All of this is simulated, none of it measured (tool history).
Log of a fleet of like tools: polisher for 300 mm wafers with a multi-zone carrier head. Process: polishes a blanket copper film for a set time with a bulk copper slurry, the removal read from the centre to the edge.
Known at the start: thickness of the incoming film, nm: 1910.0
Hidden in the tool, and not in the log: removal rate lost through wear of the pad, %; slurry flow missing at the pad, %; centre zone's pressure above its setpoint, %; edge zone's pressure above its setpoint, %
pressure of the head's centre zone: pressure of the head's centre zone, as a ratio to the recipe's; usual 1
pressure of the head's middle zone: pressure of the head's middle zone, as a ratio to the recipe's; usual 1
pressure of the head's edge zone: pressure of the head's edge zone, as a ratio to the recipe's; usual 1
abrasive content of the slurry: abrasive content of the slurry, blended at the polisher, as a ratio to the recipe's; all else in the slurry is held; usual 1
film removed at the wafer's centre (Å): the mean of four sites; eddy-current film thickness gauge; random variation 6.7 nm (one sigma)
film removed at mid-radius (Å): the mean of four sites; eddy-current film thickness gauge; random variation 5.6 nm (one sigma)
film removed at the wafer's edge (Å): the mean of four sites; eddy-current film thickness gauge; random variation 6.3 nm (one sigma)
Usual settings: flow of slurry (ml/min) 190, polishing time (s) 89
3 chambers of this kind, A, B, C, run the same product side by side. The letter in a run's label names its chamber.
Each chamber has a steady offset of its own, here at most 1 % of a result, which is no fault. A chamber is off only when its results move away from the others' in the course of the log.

run   hour  flow of slurry (ml/min)  pressure of the head's centre zone  pressure of the head's middle zone  pressure of the head's edge zone  abrasive content of the slurry  polishing time (s)  wafers polished on this pad  hours since the slurry nozzle was cleaned  hours since the centre zone pressure was calibrated  hours since the edge zone pressure was calibrated  film removed at the wafer's centre (Å)  film removed at mid-radius (Å)  film removed at the wafer's edge (Å)
 1B    3.7                      190                                   1                                   1                                 1                               1                  89                          229                                         30                                                248.5                                              677.2                                  5202.5                          5125.4                                5142.1
 2A    9.3                      190                                   1                                   1                                 1                               1                  89                          188                                      649.1                                                458.8                                             1085.3                                  5214.5                          5076.3                                5312.5
 3C   13.5                      190                                   1                                   1                                 1                               1                  89                          566                                      292.9                                                330.4                                               33.6                                  5184.8                          5160.2                                5231.4
      14.5  -- chamber C: worn pad replaced by a new one
 4A   19.9                      190                                   1                                   1                                 1                               1                  89                          285                                      659.7                                                469.4                                             1095.9                                    5117                          5249.3                                5258.6
 5C     23                      190                                   1                                   1                                 1                               1                  89                           78                                      302.4                                                339.9                                               43.1                                  5188.9                          5174.9                                  5238
 6B     26                      190                                   1                                   1                                 1                               1                  89                          433                                       52.3                                                270.8                                              699.5                                  5224.6                          5226.8                                5173.7
 7C   30.5                      190                                   1                                   1                                 1                               1                  89                          147                                      309.9                                                347.4                                               50.6                                  5187.9                          5165.4                                5307.1
 8A   35.2                      190                                   1                                   1                                 1                               1                  89                          426                                        675                                                484.7                                             1111.2                                  5239.1                          5164.8                                5289.4
 9B   40.4                      190                                   1                                   1                                 1                               1                  89                          565                                       66.7                                                285.2                                              713.9                                  5238.8                          5231.8                                  5132
10A   46.8                      190                                   1                                   1                                 1                               1                  89                          532                                      686.6                                                496.3                                             1122.8                                  5139.9                          5100.6                                5108.6
11B   51.3                      190                                   1                                   1                                 1                               1                  89                          665                                       77.6                                                296.1                                              724.8                                  5271.9                          5134.7                                5214.6
      53.1  -- chamber A: worn pad replaced by a new one
      55.2  -- chamber B: worn pad replaced by a new one
12C   55.6                      190                                   1                                   1                              1.08                               1                  89                          377                                        335                                                372.5                                               75.7                                  5207.8                          5236.5                                5445.4
13A   58.6                      190                                   1                                   1                              1.08                               1                  89                           50                                      698.4                                                508.1                                             1134.6                                  5134.7                          5135.9                                  5419
      62.6  -- chamber C: slurry nozzle cleaned
14C   63.7                      190                                   1                                   1                              1.08                               1                  89                          451                                        1.1                                                380.6                                               83.8                                  5211.6                          5190.1                                5488.7
15B   68.5                      190                                0.92                                   1                                 1                             1.1                  89                          122                                       94.8                                                313.3                                                742                                  4798.3                          5276.9                                5300.8
16B   71.9                      190                                0.92                                   1                                 1                             1.1                  89                          153                                       98.2                                                316.7                                              745.4                                  4869.1                            5380                                5453.5
17A   76.9                      190                                0.92                                   1                                 1                             1.1                  89                          218                                      716.7                                                526.4                                             1152.9                                  4658.4                          5344.4                                5414.3
18C   80.8                      190                                   1                                   1                                 1                               1                  89                          608                                       18.2                                                397.7                                              100.9                                    5290                          5202.8                                5230.3
        81  -- chamber C: worn pad replaced by a new one
      84.4  -- chamber A: centre zone pressure recalibrated
19A   87.5                      190                                   1                                   1                                 1                               1                  89                          315                                      727.3                                                  3.1                                             1163.5                                  5143.4                            5112                                5176.2
20C   91.4                      190                                   1                                   1                                 1                               1                  89                           95                                       28.8                                                408.3                                              111.5                                  5141.2                          5138.6                                5278.7
21B   95.3                      190                                0.96                                   1                                 1                               1                  89                          367                                      121.6                                                340.1                                              768.8                                  5005.8                          5221.2                                5209.7
22B   98.4                      190                                0.96                                   1                                 1                               1                  89                          396                                      124.7                                                343.2                                              771.9                                  4900.8                          5066.4                                5203.3
23C  105.1                      190                                0.96                                   1                                 1                               1                  89                          221                                       42.5                                                  422                                              125.2                                  5077.9                          5200.2                                5167.6
24A  108.7                      190                                   1                                   1                                 1                               1                  89                          509                                      748.5                                                 24.3                                             1184.7                                  5078.9                          5175.5                                5186.1
25C  112.9                      190                                   1                                   1                                 1                               1                  89                          292                                       50.3                                                429.8                                                133                                  5214.4                          5158.5                                5224.7
     115.4  -- chamber A: worn pad replaced by a new one
26B  117.8                      190                                   1                                   1                                 1                               1                  89                          574                                      144.1                                                362.6                                              791.3                                  5142.6                          5095.2                                5122.1
27A  123.3                      190                                   1                                   1                                 1                               1                  89                           72                                      763.1                                                 38.9                                             1199.3                                  5165.3                          5150.1                                5222.4
     127.3  -- chamber B: worn pad replaced by a new one
28A  127.7                      190                                   1                                   1                                 1                               1                  89                          113                                      767.5                                                 43.3                                             1203.7                                    5164                          5107.2                                5248.6
29C  130.9                      190                                   1                                   1                                 1                               1                  89                          457                                       68.3                                                447.8                                                151                                  5200.2                            5190                                5199.4
       137  -- chamber C: worn pad replaced by a new one
30B    137                      190                                   1                                   1                                 1                               1                  89                           89                                      163.3                                                381.8                                              810.5                                  5321.1                          5261.2                                5281.6
31C  143.7                      190                                   1                                   1                                 1                               1                  89                           61                                       81.1                                                460.6                                              163.8                                  5234.6                          5214.3                                5205.3
32B  146.7                      190                                   1                                   1                                 1                               1                  89                          178                                        173                                                391.5                                              820.2                                  5130.3                          5178.1                                5125.6
33A  150.8                      190                                   1                                   1                              1.04                            1.15                  89                          324                                      790.6                                                 66.4                                             1226.8                                  5264.3                          5250.1                                5506.2
34C  157.5                      190                                   1                                   1                              1.04                            1.15                  89                          188                                       94.9                                                474.4                                              177.6                                  5417.6                          5394.3                                  5546
35A  162.3                      190                                   1                                   1                              1.04                            1.15                  89                          430                                      802.1                                                 77.9                                             1238.3                                  5265.5                          5320.2                                5561.3

Is one chamber off against the others, does the gauge drift, or is nothing wrong? If a chamber is off, say which, and what the likeliest cause is.

No chamber stands off beyond its own small offset, and the gauge holds steady.
